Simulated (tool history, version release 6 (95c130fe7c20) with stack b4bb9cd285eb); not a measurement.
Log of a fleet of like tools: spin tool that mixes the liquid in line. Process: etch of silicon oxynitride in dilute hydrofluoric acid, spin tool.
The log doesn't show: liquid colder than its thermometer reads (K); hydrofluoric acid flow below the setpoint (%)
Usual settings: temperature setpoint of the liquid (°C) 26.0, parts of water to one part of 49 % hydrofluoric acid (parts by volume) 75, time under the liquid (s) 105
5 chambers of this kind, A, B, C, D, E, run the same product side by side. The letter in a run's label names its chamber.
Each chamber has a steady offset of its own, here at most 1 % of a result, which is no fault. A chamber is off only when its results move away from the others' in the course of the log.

run     day  temperature setpoint of the liquid (°C)  parts of water to one part of 49 % hydrofluoric acid (parts by volume)  time under the liquid (s)  hours since the thermometer was replaced  hours since the hydrofluoric acid flow meter was replaced  read-back film thickness of the silicon oxynitride reference wafer, read on the same gauge (nm)  thickness taken off the silicon oxynitride on a monitor wafer (nm)
 1B   0.475                                     26.0                                                                      75                        105                                    1683.2                                                      508.3                                                                                           119.97                                                              5.7008
 2E   0.867                                     26.0                                                                      75                        105                                    1506.3                                                     1566.6                                                                                           119.95                                                              5.8424
 3D   1.546                                     26.0                                                                      75                        105                                     648.7                                                      250.3                                                                                           119.98                                                              5.8792
 4A   1.950                                     26.0                                                                      75                        105                                     223.5                                                      668.0                                                                                           120.01                                                              5.7955
      2.071  -- chamber B: hydrofluoric acid flow meter replaced
 5C   2.475                                     26.0                                                                      75                        105                                     146.7                                                      329.1                                                                                           120.02                                                              5.7838
 6B   3.117                                     26.0                                                                      75                        105                                    1746.6                                                       25.2                                                                                           119.99                                                              5.6579
 7C   3.483                                     26.0                                                                      75                        105                                     170.9                                                      353.3                                                                                           119.99                                                              5.7825
 8A   3.954                                     26.0                                                                      75                        105                                     271.6                                                      716.1                                                                                           119.96                                                              5.8770
 9D   4.404                                     26.0                                                                      75                        105                                     717.3                                                      318.9                                                                                           120.02                                                              5.7355
10E   5.079                                     26.0                                                                      75                        105                                    1607.4                                                     1667.7                                                                                           120.00                                                              5.8763
11B   5.712                                     26.0                                                                      75                        105                                    1808.9                                                       87.5                                                                                           120.00                                                              5.6349
12E   6.246                                     26.0                                                                      75                        105                                    1635.4                                                     1695.7                                                                                           119.97                                                              5.7382
13D   6.742                                     26.0                                                                      75                        105                                     773.4                                                      375.0                                                                                           119.97                                                              5.6933
14C   7.246                                     26.0                                                                      75                        105                                     261.2                                                      443.6                                                                                           120.04                                                              5.7519
15A   7.883                                     26.0                                                                      75                        105                                     365.9                                                      810.4                                                                                           120.02                                                              5.8467
      8.042  -- chamber B: thermometer replaced
16C   8.262                                     26.0                                                                      75                        105                                     285.6                                                      468.0                                                                                           120.00                                                              5.7843
17D   8.617                                     26.0                                                                      75                        105                                     818.4                                                      420.0                                                                                           120.00                                                              5.7217
18B   9.133                                     26.0                                                                     110                        105                                      26.2                                                      169.6                                                                                           120.00                                                              3.7424
19E   9.825                                     26.0                                                                     110                        105                                    1721.3                                                     1781.6                                                                                           119.98                                                              3.8162
20A  10.379                                     26.0                                                                     110                        105                                     425.8                                                      870.3                                                                                           119.99                                                              3.8685
21A  10.775                                     26.0                                                                     110                        105                                     435.3                                                      879.8                                                                                           120.04                                                              3.8029
22B  11.188                                     26.0                                                                     110                        105                                      75.5                                                      218.9                                                                                           120.05                                                              3.8360
23C  11.638                                     22.5                                                                      75                        105                                     366.6                                                      549.0                                                                                           120.03                                                              4.8811
24D  11.979                                     22.5                                                                      75                        105                                     899.1                                                      500.7                                                                                           120.00                                                              4.7600
25E  12.292                                     22.5                                                                      75                        105                                    1780.5                                                     1840.8                                                                                           120.00                                                              4.8723
26E  12.829                                     22.5                                                                      75                        105                                    1793.4                                                     1853.7                                                                                           120.03                                                              4.9312
27D  13.471                                     22.5                                                                      75                        105                                     934.9                                                      536.5                                                                                           119.99                                                              4.7236
28B  13.867                                     26.0                                                                      75                        105                                     139.8                                                      283.2                                                                                           120.05                                                              5.7208
29A  14.442                                     26.0                                                                      75                        105                                     523.3                                                      967.8                                                                                           120.04                                                              5.8851
30C  14.829                                     26.0                                                                      75                        105                                     443.2                                                      625.6                                                                                           119.98                                                              5.8023
31C  15.388                                     26.0                                                                      75                        105                                     456.6                                                      639.0                                                                                           119.97                                                              5.7844
32D  15.929                                     26.0                                                                      75                        105                                     993.9                                                      595.5                                                                                           119.97                                                              5.4935
33A  16.588                                     26.0                                                                      75                        105                                     574.8                                                     1019.3                                                                                           120.00                                                              5.8406
34B  16.992                                     26.0                                                                      75                        105                                     214.8                                                      358.2                                                                                           119.98                                                              5.7864
35E  17.683                                     26.0                                                                      75                        105                                    1909.9                                                     1970.2                                                                                           120.03                                                              5.7850
36D  18.050                                     26.0                                                                      75                        105                                    1044.8                                                      646.4                                                                                           119.99                                                              5.3713
37B  18.717                                     26.0                                                                      75                        105                                     256.2                                                      399.6                                                                                           119.96                                                              5.7456
38E  19.121                                     26.0                                                                      75                        105                                    1944.4                                                     2004.7                                                                                           120.02                                                              5.7687

All 5 chambers run these settings next. Forecast each chamber's results:
39A  19.621                                     26.0                                                                      75                        105                                                                                                                                                                                                                                                                         ?
39B  19.621                                     26.0                                                                      75                        105                                                                                                                                                                                                                                                                         ?
39C  19.621                                     26.0                                                                      75                        105                                                                                                                                                                                                                                                                         ?
39D  19.621                                     26.0                                                                      75                        105                                                                                                                                                                                                                                                                         ?
39E  19.621                                     26.0                                                                      75                        105                                                                                                                                                                                                                                                                         ?

run  thickness taken off the silicon oxynitride on a monitor wafer (nm)
39A                                                              5.8541
39B                                                              5.8383
39C                                                              5.8554
39D                                                              5.3759
39E                                                              5.8058
